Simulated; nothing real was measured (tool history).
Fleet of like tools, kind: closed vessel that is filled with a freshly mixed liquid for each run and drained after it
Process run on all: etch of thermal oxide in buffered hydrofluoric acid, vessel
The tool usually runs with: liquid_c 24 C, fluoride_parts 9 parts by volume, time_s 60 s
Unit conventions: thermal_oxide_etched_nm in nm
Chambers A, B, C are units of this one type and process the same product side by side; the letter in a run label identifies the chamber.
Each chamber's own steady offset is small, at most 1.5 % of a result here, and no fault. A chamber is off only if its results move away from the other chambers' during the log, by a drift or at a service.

| run | hour | liquid_c | fluoride_parts | time_s | read-back film thickness of the thermal oxide reference wafer, read on the same gauge (nm) | thermal_oxide_etched_nm |
|---|---|---|---|---|---|---|
| 1A | 8 | 24 | 9 | 60 | 39.981 | 76.346 |
| 2C | 16 | 24 | 9 | 60 | 39.999 | 75.747 |
| 3B | 24.3 | 24 | 9 | 60 | 40.006 | 75.159 |
| 4A | 32.7 | 24 | 9 | 60 | 39.987 | 76.155 |
| 5B | 38.2 | 24 | 9 | 60 | 40.016 | 75.015 |
| 6C | 42.8 | 24 | 9 | 60 | 39.995 | 75.713 |
| 7A | 47.3 | 24 | 9 | 60 | 40.008 | 75.62 |
| 8B | 54 | 24 | 9 | 60 | 40.002 | 74.634 |
| 9C | 62.2 | 24 | 9 | 60 | 40.002 | 76.322 |
| 10B | 68.9 | 24 | 9 | 60 | 40.002 | 74.631 |
| 11A | 75.8 | 24 | 9 | 60 | 40.001 | 77.056 |
| 12C | 83 | 24 | 9 | 60 | 39.984 | 75.643 |
| 13C | 87.5 | 24 | 9 | 60 | 39.972 | 75.226 |
| 14B | 97.7 | 24 | 9 | 60 | 40.008 | 74.343 |
| 15A | 107.9 | 24 | 9 | 60 | 39.981 | 76.824 |
| 16C | 118.1 | 24 | 9 | 60 | 39.99 | 75.651 |
| 17B | 123.2 | 24 | 9 | 40 | 40.022 | 49.167 |
| 18A | 128 | 24 | 9 | 40 | 39.98 | 50.579 |
| 19A | 137.7 | 24 | 9 | 40 | 39.994 | 50.697 |
| 20C | 144.2 | 24 | 9 | 60 | 39.988 | 75.045 |
| 21B | 150.1 | 24 | 9 | 60 | 39.983 | 73.241 |
| 22A | 158.3 | 24 | 9 | 60 | 40.018 | 76.407 |
| 23B | 166.1 | 24 | 9 | 60 | 40.004 | 72.792 |
| 24C | 174.4 | 24 | 9 | 60 | 39.995 | 76.19 |
| 25C | 183.4 | 24 | 9 | 60 | 40.01 | 75.814 |
| 26B | 190 | 24 | 9 | 60 | 40.02 | 72.426 |
| 27A | 196.4 | 24 | 9 | 60 | 39.998 | 76.065 |
| 28C | 203.9 | 24 | 9 | 60 | 40.012 | 75.355 |
| 29B | 211.4 | 24 | 9 | 60 | 39.985 | 71.518 |

Is one chamber out of step, is the gauge drifting, or do the chambers differ by no more than their own small offsets? For an off chamber, give its letter and the likeliest cause.

It is chamber B that slowly wanders off from its peers.
What lies behind it: hydrofluoric acid flow below the setpoint (%) = 6.89.
The log may not separate it from: liquid colder than its thermometer reads (K).

Which of the 4 candidates below, each the usual settings with something changed and its results left as question marks, puts chamber B back in line with what the other chambers give on the usual settings?
Maximum distance from the other chambers' mean on the usual settings for a result to count as in line: thermal_oxide_etched_nm 1.3 nm
| 30B-1 | 218.7 | 25 | 9 | 60 |  | ? |
| 30B-2 | 218.7 | 24 | 9 | 55 |  | ? |
| 30B-3 | 218.7 | 25 | 8.5 | 60 |  | ? |
| 30B-4 | 218.7 | 23 | 9 | 60 |  | ? |

Usual-settings mean across the other chambers: thermal_oxide_etched_nm 75.969 nm
| run | thermal_oxide_etched_nm |
|---|---|
| 30B-1 | 75.935 |
| 30B-2 | 65.926 |
| 30B-3 | 78.685 |
| 30B-4 | 68.091 |
It is 30B-1 that realigns the chamber with its peers.
